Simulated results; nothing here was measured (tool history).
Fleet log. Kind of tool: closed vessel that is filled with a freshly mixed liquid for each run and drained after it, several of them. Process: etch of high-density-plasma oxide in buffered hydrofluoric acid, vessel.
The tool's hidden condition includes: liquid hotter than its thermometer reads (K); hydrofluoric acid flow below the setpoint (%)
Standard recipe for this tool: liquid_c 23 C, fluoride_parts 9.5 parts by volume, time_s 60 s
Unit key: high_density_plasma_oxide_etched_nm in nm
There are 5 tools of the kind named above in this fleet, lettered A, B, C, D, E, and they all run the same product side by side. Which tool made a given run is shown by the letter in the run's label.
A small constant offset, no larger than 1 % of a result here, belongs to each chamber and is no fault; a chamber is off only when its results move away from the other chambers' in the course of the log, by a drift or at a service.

run	hour	liquid_c	fluoride_parts	time_s	hours since the thermometer was replaced	hours since the hydrofluoric acid flow meter was replaced	read-back film thickness of the high-density-plasma oxide reference wafer, read on the same gauge (nm)	high_density_plasma_oxide_etched_nm
# hour 4.3: chamber B: hydrofluoric acid flow meter replaced
1D	4.7	23	9.5	60	257.6	1865.6	60.033	88.565
2E	9.6	23	9.5	60	499.6	67.4	60	86.305
3B	13.3	23	9.5	60	855.5	9	60.011	86.62
4C	17	23	9.5	60	574.4	978.3	60	87.475
5A	19.6	23	9.5	60	1495	1192.4	59.999	86.685
6A	24.5	23	9.5	60	1499.9	1197.3	59.995	87.897
# hour 24.7: chamber D: hydrofluoric acid flow meter replaced
7C	29.4	23	9.5	60	586.8	990.7	60.017	87.366
8B	32.6	23	9.5	60	874.8	28.3	60.015	86.232
9D	37.2	23	7	75	290.1	12.6	59.994	150.03
10E	40.6	23	7	75	530.6	98.4	60	145.77
11C	43.8	23	7	75	601.2	1005.1	59.997	148.44
12A	49	23	7	75	1524.4	1221.8	60.016	148.39
13B	54	23	7	75	896.2	49.7	59.99	147.67
14E	56.5	23	9.5	60	546.5	114.3	59.992	87.082
15D	59.7	23	9.5	60	312.6	35.1	59.992	90.644
16D	63.9	23	7	90	316.8	39.3	59.987	183.79
17E	67.4	23	7	90	557.4	125.2	59.993	179.03
18C	70.2	23	7	90	627.6	1031.5	60.003	178.06
19A	73.1	23	7	90	1548.5	1245.9	60.009	177.18
20B	76.9	23	7	90	919.1	72.6	59.96	178.37
21A	81.2	23	9.5	60	1556.6	1254	60.011	87.226
22B	85.1	23	9.5	60	927.3	80.8	60.011	86.814
23E	87.5	23	9.5	60	577.5	145.3	60.018	86.382
24C	90	23	9.5	60	647.4	1051.3	60.037	86.944
25D	93.7	23	6.5	60	346.6	69.1	59.989	132.7
26D	98.1	23	6.5	60	351	73.5	60.014	133.29
27C	101.2	23	6.5	60	658.6	1062.5	59.975	127.71
28A	103.6	23	6.5	60	1579	1276.4	59.98	125.14
29E	107.5	23	6.5	60	597.5	165.3	59.998	125.62
30B	112.4	23	9.5	60	954.6	108.1	59.989	86.954
31D	116	23	9.5	60	368.9	91.4	59.976	92.838
32B	118.3	23	9.5	60	960.5	114	59.999	87.263
33C	121.2	23	12	60	678.6	1082.5	60.018	70.542
34E	124.1	23	12	60	614.1	181.9	59.99	70.267
35A	127.9	23	12	60	1603.3	1300.7	60.003	70.879
36C	131.5	23	12	60	688.9	1092.8	60.026	70.664
37A	135.1	23	12	60	1610.5	1307.9	60.011	71.034
38E	137.8	23	9.5	60	627.8	195.6	60.009	85.938
39D	141.6	23	9.5	60	394.5	117	59.99	95.54
40B	146.2	23	9.5	60	988.4	141.9	60.016	86.709
41E	149	23	9.5	60	639	206.8	60.007	86.287
42C	153.2	23	9.5	60	710.6	1114.5	59.992	87.178

All 5 chambers run these settings next. Forecast each chamber's results:
43A	156.9	23	7	60				?
43B	156.9	23	7	60				?
43C	156.9	23	7	60				?
43D	156.9	23	7	60				?
43E	156.9	23	7	60				?

run	high_density_plasma_oxide_etched_nm
43A	120.48
43B	117.95
43C	118.93
43D	129.69
43E	115.88
